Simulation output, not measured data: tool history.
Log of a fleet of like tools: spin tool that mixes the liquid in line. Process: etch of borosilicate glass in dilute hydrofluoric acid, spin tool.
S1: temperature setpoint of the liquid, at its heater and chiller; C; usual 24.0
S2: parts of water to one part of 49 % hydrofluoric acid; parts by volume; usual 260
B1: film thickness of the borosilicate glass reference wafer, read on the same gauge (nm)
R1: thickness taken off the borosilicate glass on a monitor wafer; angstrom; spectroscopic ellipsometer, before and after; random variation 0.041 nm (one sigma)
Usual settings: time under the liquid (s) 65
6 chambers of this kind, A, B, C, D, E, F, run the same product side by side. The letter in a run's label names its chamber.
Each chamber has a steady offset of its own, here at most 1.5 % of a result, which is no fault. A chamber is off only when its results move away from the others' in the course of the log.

Run 1D, hour 6.7: usual settings; B1 150.00. Result: R1 59.846 angstrom.
Run 2A, hour 19.3: usual settings; B1 149.98. Result: R1 60.098 angstrom.
At hour 25.4: chamber F: hydrofluoric acid flow meter replaced.
Run 3F, hour 27.1: usual settings; B1 150.02. Result: R1 58.734 angstrom.
Run 4B, hour 35.9: usual settings; B1 150.00. Result: R1 59.577 angstrom.
Run 5E, hour 45.1: usual settings but S2 370 parts by volume; B1 149.99. Result: R1 37.785 angstrom.
Run 6C, hour 57.0: usual settings but S2 370 parts by volume; B1 149.98. Result: R1 37.755 angstrom.
Run 7E, hour 63.1: usual settings but S2 370 parts by volume; B1 150.00. Result: R1 37.326 angstrom.
Run 8F, hour 74.3: usual settings but S2 370 parts by volume; B1 150.02. Result: R1 37.858 angstrom.
Run 9A, hour 84.9: usual settings but S2 370 parts by volume; B1 149.99. Result: R1 37.311 angstrom.
At hour 92.4: chamber C: thermometer replaced.
Run 10C, hour 94.7: usual settings but S2 370 parts by volume; B1 150.00. Result: R1 37.852 angstrom.
Run 11D, hour 107.7: usual settings; B1 150.00. Result: R1 59.525 angstrom.
At hour 115.3: chamber B: thermometer replaced.
Run 12B, hour 116.6: usual settings; B1 150.00. Result: R1 60.161 angstrom.
Run 13F, hour 127.4: usual settings; B1 150.00. Result: R1 59.418 angstrom.
Run 14A, hour 138.9: usual settings; B1 150.00. Result: R1 59.400 angstrom.
Run 15D, hour 150.2: usual settings; B1 150.01. Result: R1 59.464 angstrom.
Run 16B, hour 160.1: usual settings; B1 150.01. Result: R1 59.803 angstrom.
At hour 164.0: chamber D: hydrofluoric acid flow meter replaced.
Run 17C, hour 169.1: usual settings; B1 150.02. Result: R1 60.747 angstrom.
Run 18E, hour 178.6: usual settings; B1 149.99. Result: R1 59.531 angstrom.
Run 19F, hour 190.7: usual settings; B1 150.01. Result: R1 60.139 angstrom.
Run 20D, hour 199.8: usual settings; B1 150.01. Result: R1 59.170 angstrom.
Run 21E, hour 208.1: usual settings but S1 28.5 C; B1 150.01. Result: R1 69.528 angstrom.
Run 22A, hour 217.1: usual settings but S1 28.5 C; B1 150.00. Result: R1 70.078 angstrom.
Run 23C, hour 224.1: usual settings but S1 28.5 C; B1 149.99. Result: R1 71.227 angstrom.
Run 24B, hour 233.1: usual settings but S1 28.5 C; B1 150.00. Result: R1 69.741 angstrom.
Run 25B, hour 243.7: usual settings but S1 28.5 C; B1 149.99. Result: R1 70.572 angstrom.
At hour 251.7: chamber A: hydrofluoric acid flow meter replaced.
Run 26E, hour 255.2: usual settings but S1 28.5 C; B1 149.99. Result: R1 69.055 angstrom.
Run 27D, hour 262.1: usual settings; B1 150.01. Result: R1 59.385 angstrom.
Run 28A, hour 272.4: usual settings; B1 149.99. Result: R1 59.877 angstrom.
Run 29F, hour 284.2: usual settings; B1 150.01. Result: R1 59.330 angstrom.
Run 30C, hour 292.9: usual settings; B1 150.01. Result: R1 62.631 angstrom.
Run 31B, hour 301.9: usual settings but S1 27.0 C, time under the liquid (s) 35; B1 149.98. Result: R1 36.093 angstrom.
Run 32A, hour 310.0: usual settings but S1 27.0 C, time under the liquid (s) 35; B1 150.01. Result: R1 35.398 angstrom.
Run 33C, hour 321.4: usual settings but S1 27.0 C, time under the liquid (s) 35; B1 150.02. Result: R1 38.023 angstrom.
Run 34F, hour 329.2: usual settings but S1 27.0 C, time under the liquid (s) 35; B1 149.99. Result: R1 35.266 angstrom.
Run 35D, hour 342.8: usual settings but S1 27.0 C, time under the liquid (s) 35; B1 150.00. Result: R1 35.317 angstrom.
Run 36E, hour 352.6: usual settings but S1 27.0 C, time under the liquid (s) 35; B1 150.01. Result: R1 35.385 angstrom.
Run 37A, hour 363.4: usual settings; B1 149.98. Result: R1 59.686 angstrom.
Run 38D, hour 371.7: usual settings; B1 150.01. Result: R1 59.731 angstrom.
Run 39B, hour 377.8: usual settings; B1 149.98. Result: R1 60.135 angstrom.

Is one chamber off against the others, does the gauge drift, or is nothing wrong? If a chamber is off, say which, and what the likeliest cause is.

Chamber C drifts away from the others.
Cause: hydrofluoric acid flow above the setpoint (%) = 6.1.

Here are 4 candidates for chamber C's next run, each the usual settings with a change, their results left as question marks. Which one brings its results back in line with what the others give on the usual settings?
In line means no further than this from the other chambers' mean on the usual settings: R1 1.400 angstrom
Run 40C-1, hour 387.5: usual settings but S1 27.0 C. Result: R1 ?.
Run 40C-2, hour 387.5: usual settings but time under the liquid (s) 70. Result: R1 ?.
Run 40C-3, hour 387.5: usual settings but S1 21.0 C. Result: R1 ?.
Run 40C-4, hour 387.5: usual settings but time under the liquid (s) 60. Result: R1 ?.

The other chambers' mean on the usual settings: R1 59.645 angstrom
  run      R1
40C-1  71.430
40C-2  69.152
40C-3  57.481
40C-4  59.273
40C-4 brings the chamber back in line.

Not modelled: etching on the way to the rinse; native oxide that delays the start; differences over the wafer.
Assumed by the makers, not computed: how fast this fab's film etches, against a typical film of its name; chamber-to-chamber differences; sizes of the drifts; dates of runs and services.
